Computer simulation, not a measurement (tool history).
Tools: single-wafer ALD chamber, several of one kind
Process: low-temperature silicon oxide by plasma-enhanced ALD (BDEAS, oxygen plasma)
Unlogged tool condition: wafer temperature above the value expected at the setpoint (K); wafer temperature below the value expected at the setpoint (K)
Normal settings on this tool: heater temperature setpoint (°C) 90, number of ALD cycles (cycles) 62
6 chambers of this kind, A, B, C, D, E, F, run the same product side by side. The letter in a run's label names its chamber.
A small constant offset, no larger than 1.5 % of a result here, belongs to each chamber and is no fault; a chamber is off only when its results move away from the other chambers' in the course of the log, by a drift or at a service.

| run | day | heater temperature setpoint (°C) | number of ALD cycles (cycles) | hours since the last thermocouple change | read-back reference wafer on the same gauge, thickness_nm | mean film thickness on the monitor wafer (nm) |
|---|---|---|---|---|---|---|
| 1D | 0.479 | 90 | 62 | 1749.5 | 9.4008 | 9.2518 |
| 2E | 0.738 | 90 | 62 | 2721.1 | 9.4128 | 9.0421 |
| 3B | 0.988 | 90 | 62 | 770.9 | 9.3995 | 9.2524 |
| 4F | 1.421 | 90 | 62 | 63.9 | 9.3904 | 9.2916 |
| 5C | 1.721 | 90 | 62 | 252.2 | 9.3932 | 9.237 |
| 6A | 2.092 | 90 | 62 | 189.5 | 9.4084 | 9.1788 |
| 7E | 2.471 | 104 | 62 | 2762.7 | 9.3967 | 8.7271 |
| 8A | 2.925 | 104 | 62 | 209.5 | 9.3991 | 8.7705 |
| 9C | 3.4 | 104 | 62 | 292.5 | 9.3927 | 8.8127 |
| 10B | 3.729 | 104 | 62 | 836.7 | 9.3989 | 8.9394 |
| 11F | 4.071 | 104 | 62 | 127.5 | 9.4008 | 8.8676 |
| 12D | 4.492 | 104 | 62 | 1845.8 | 9.4073 | 8.7995 |
| 13A | 4.862 | 90 | 62 | 256 | 9.3948 | 9.1115 |
| 14B | 5.242 | 90 | 62 | 873 | 9.4023 | 9.2079 |
| 15F | 5.7 | 90 | 62 | 166.6 | 9.3965 | 9.3031 |
| 16C | 6.088 | 90 | 62 | 357 | 9.3972 | 9.2496 |
| 17E | 6.45 | 90 | 62 | 2858.2 | 9.3888 | 9.1089 |
| 18D | 6.688 | 90 | 62 | 1898.5 | 9.4019 | 9.2872 |
| 19C | 7.017 | 90 | 62 | 379.3 | 9.4016 | 9.1637 |
| 20E | 7.262 | 95 | 62 | 2877.7 | 9.3946 | 8.9161 |
|  | 7.379 | chamber E: thermocouple changed; heater temperature recalibrated |
| 21B | 7.546 | 95 | 62 | 928.3 | 9.3963 | 9.075 |
| 22A | 8.021 | 95 | 62 | 331.8 | 9.4085 | 8.962 |
| 23D | 8.271 | 95 | 62 | 1936.5 | 9.3999 | 9.0212 |
| 24F | 8.746 | 95 | 62 | 239.7 | 9.4039 | 9.1907 |
| 25F | 9.133 | 95 | 62 | 249 | 9.4063 | 9.0709 |
| 26D | 9.479 | 90 | 62 | 1965.5 | 9.4024 | 9.199 |
| 27E | 9.871 | 90 | 62 | 59.8 | 9.4078 | 9.0939 |
| 28B | 10.104 | 90 | 62 | 989.7 | 9.3971 | 9.3076 |
| 29C | 10.488 | 90 | 53 | 462.6 | 9.3996 | 7.8119 |
| 30A | 10.788 | 90 | 53 | 398.2 | 9.393 | 7.8112 |
| 31F | 11.129 | 90 | 53 | 296.9 | 9.4054 | 7.9072 |
| 32B | 11.388 | 90 | 53 | 1020.5 | 9.4011 | 7.8991 |
| 33D | 11.654 | 90 | 53 | 2017.7 | 9.3883 | 7.8557 |
| 34A | 11.954 | 90 | 53 | 426.2 | 9.3958 | 7.7378 |
| 35C | 12.175 | 90 | 62 | 503.1 | 9.4038 | 9.2295 |
| 36E | 12.383 | 90 | 62 | 120.1 | 9.3971 | 9.0902 |
| 37C | 12.65 | 90 | 58 | 514.5 | 9.4117 | 8.6253 |
| 38B | 12.958 | 90 | 58 | 1058.2 | 9.3921 | 8.6031 |
| 39E | 13.3 | 90 | 58 | 142.1 | 9.4103 | 8.5308 |
| 40D | 13.779 | 90 | 58 | 2068.7 | 9.3992 | 8.5953 |
| 41A | 14.2 | 90 | 58 | 480.1 | 9.3942 | 8.5104 |
| 42F | 14.517 | 90 | 58 | 378.2 | 9.4031 | 8.6622 |
| 43A | 14.758 | 90 | 62 | 493.5 | 9.4059 | 9.039 |

Read the log: is a single chamber off, either drifting away or since a service, is the gauge that measures every chamber drifting, or is nothing wrong beyond small per-chamber offsets? Name any odd chamber and what most likely caused it.

All chambers stay in line apart from their small fixed offsets, and the gauge does not drift.

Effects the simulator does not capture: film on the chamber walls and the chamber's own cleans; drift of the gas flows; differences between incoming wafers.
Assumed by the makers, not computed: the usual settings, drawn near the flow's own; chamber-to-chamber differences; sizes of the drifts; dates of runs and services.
